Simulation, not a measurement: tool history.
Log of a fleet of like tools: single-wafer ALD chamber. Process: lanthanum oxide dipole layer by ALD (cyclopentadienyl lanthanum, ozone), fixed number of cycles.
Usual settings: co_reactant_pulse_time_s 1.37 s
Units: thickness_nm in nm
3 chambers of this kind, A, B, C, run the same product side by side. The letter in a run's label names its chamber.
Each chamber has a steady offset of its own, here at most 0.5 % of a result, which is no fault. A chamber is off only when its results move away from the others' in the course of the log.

run,hour,co_reactant_pulse_time_s,"read-back reference wafer on the same gauge, thickness_nm",thickness_nm
# hour 1.7: chamber A: ozone generator serviced
1A,4.6,1.37,0.53788,0.54145
2B,7.6,1.37,0.53783,0.53866
3C,11.6,1.37,0.53786,0.54205
4A,17.3,1.37,0.53772,0.54129
5C,21.9,1.37,0.53768,0.54185
6B,27.0,1.37,0.53774,0.53883
7C,32.9,1.37,0.53755,0.54100
8B,39.4,1.37,0.53754,0.53822
9A,45.5,1.37,0.53740,0.54053
10C,51.0,1.37,0.53739,0.54156
11B,55.6,1.37,0.53723,0.53757
12A,59.6,1.37,0.53725,0.54054
13B,63.6,1.37,0.53732,0.53837
14C,68.9,1.89,0.53713,0.56648
15A,72.5,1.89,0.53683,0.56357
16C,78.6,1.89,0.53709,0.56621
17B,85.0,1.37,0.53693,0.53707
18A,88.9,1.37,0.53694,0.53918
19C,91.8,1.37,0.53686,0.54142
20B,95.6,1.37,0.53679,0.53692
21A,101.9,1.37,0.53673,0.53989
22A,107.7,1.37,0.53659,0.54035
23C,112.3,1.37,0.53648,0.54058
24B,118.3,1.37,0.53655,0.53651
25B,121.9,1.37,0.53624,0.53804
26C,125.0,1.37,0.53645,0.54080
27A,131.0,1.37,0.53636,0.53954
28C,137.1,1.37,0.53614,0.54044
29A,143.1,1.37,0.53612,0.53927
30B,148.8,1.37,0.53602,0.53626
31C,152.6,0.95,0.53607,0.49134
# hour 153.8: chamber C: thermocouple changed; heater temperature recalibrated
32A,157.9,0.95,0.53608,0.49066
33B,163.0,0.95,0.53598,0.48719
34C,166.2,1.37,0.53584,0.54111
35A,171.0,1.86,0.53580,0.56228
36B,175.8,1.86,0.53585,0.55889
37A,179.4,1.86,0.53571,0.56171
38C,182.9,1.37,0.53560,0.54057
39B,186.6,1.37,0.53560,0.53590

What goes on in this fleet: one chamber off, a drifting gauge, or nothing beyond the chambers' own small offsets? Name the chamber and the cause, if any.

The gauge drifts, so all chambers seem to drift together. No chamber is off.
Cause: gauge reads low (%) = 0.451.

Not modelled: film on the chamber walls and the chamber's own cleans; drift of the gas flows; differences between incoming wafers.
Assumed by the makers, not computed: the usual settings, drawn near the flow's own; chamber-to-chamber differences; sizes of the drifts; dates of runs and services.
